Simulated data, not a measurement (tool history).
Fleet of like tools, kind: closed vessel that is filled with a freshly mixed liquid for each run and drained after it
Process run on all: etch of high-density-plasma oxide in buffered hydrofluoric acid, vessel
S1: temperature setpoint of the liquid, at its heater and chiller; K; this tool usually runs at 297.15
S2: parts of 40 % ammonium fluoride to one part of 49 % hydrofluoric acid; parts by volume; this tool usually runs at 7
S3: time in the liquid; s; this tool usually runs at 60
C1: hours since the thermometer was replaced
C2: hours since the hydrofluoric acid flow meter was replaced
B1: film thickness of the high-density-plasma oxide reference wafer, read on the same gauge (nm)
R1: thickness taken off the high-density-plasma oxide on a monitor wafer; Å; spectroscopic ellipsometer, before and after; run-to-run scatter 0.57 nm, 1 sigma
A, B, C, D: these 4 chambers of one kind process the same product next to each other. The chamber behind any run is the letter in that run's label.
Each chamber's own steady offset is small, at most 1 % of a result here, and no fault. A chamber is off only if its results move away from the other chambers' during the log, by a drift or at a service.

run	hour	S1	S2	S3	C1	C2	B1	R1
1B	12.2	297.15	7	60	375.7	1151.6	130.03	1052.5
2D	22.2	297.15	7	60	1388.1	364.8	130.03	1052.4
3C	31.7	297.15	7	60	1522.2	439.8	130	1050.4
4A	38	297.15	7	60	490.7	507.9	130.03	1047.7
5A	51.2	297.15	7	60	503.9	521.1	129.98	1062.1
6C	61.3	297.15	7	60	1551.8	469.4	130.03	1041.9
7B	72.3	297.15	7	60	435.8	1211.7	130.01	1059.6
8D	86.5	297.15	7	60	1452.4	429.1	129.99	1046.3
9A	95.2	297.15	7	60	547.9	565.1	130	1047.6
10B	104.1	297.15	7	60	467.6	1243.5	130.01	1042.6
11C	113.1	297.15	7	60	1603.6	521.2	129.99	1051.4
12D	125.5	297.15	7	60	1491.4	468.1	130.01	1049.8
13A	138.1	297.15	7	60	590.8	608	130.01	1056.6
14C	149.2	297.15	7	60	1639.7	557.3	129.99	1037.7
15B	162.1	297.15	7	60	525.6	1301.5	129.99	1053.6
16D	169.1	297.15	7	60	1535	511.7	130	1046.2
17B	176.2	297.15	7	60	539.7	1315.6	130.03	1043.1
18C	187	297.15	7	60	1677.5	595.1	130.04	1041.7
19A	199.3	297.15	7	60	652	669.2	130.02	1062.1
# hour 202.8: chamber B: hydrofluoric acid flow meter replaced
20D	207.2	297.15	7	60	1573.1	549.8	130.03	1046.6
21A	216.5	297.15	7	60	669.2	686.4	129.99	1068.6
22B	223.4	297.15	7	60	586.9	20.7	130	1061.8
23C	231.2	297.15	7	60	1721.7	639.3	130.02	1051.7
24D	242.6	299.65	7	60	1608.5	585.2	129.99	1196.6
25A	253.3	299.65	7	60	706	723.2	129.99	1227.2
26C	266.5	299.65	7	60	1757	674.6	129.99	1197.3
27D	278	299.65	7	60	1643.9	620.6	130.02	1205.8
28B	285.5	297.15	7	60	649	82.8	130.04	1055.6
29A	298.7	297.15	7	60	751.4	768.6	130.01	1063.9
30C	309.6	297.15	7	60	1800.1	717.7	130	1046.8
31B	321.1	292.65	8	60	684.6	118.4	130.02	708.65
32D	331.7	292.65	8	60	1697.6	674.3	130	705.01
33D	344.6	292.65	8	60	1710.5	687.2	130.01	708.52
34B	355	292.65	8	60	718.5	152.3	129.99	706.62
35A	369.5	294.15	5	60	822.2	839.4	130.02	1217.4
36C	376.7	294.15	5	60	1867.2	784.8	129.99	1181.7

All chambers now run identical settings, listed one chamber a line with results as question marks. What results will each chamber show?
37A	387.1	297.15	7	60				?
37B	387.1	297.15	7	60				?
37C	387.1	297.15	7	60				?
37D	387.1	297.15	7	60				?

run	R1
37A	1091.2
37B	1057
37C	1043.4
37D	1059.6

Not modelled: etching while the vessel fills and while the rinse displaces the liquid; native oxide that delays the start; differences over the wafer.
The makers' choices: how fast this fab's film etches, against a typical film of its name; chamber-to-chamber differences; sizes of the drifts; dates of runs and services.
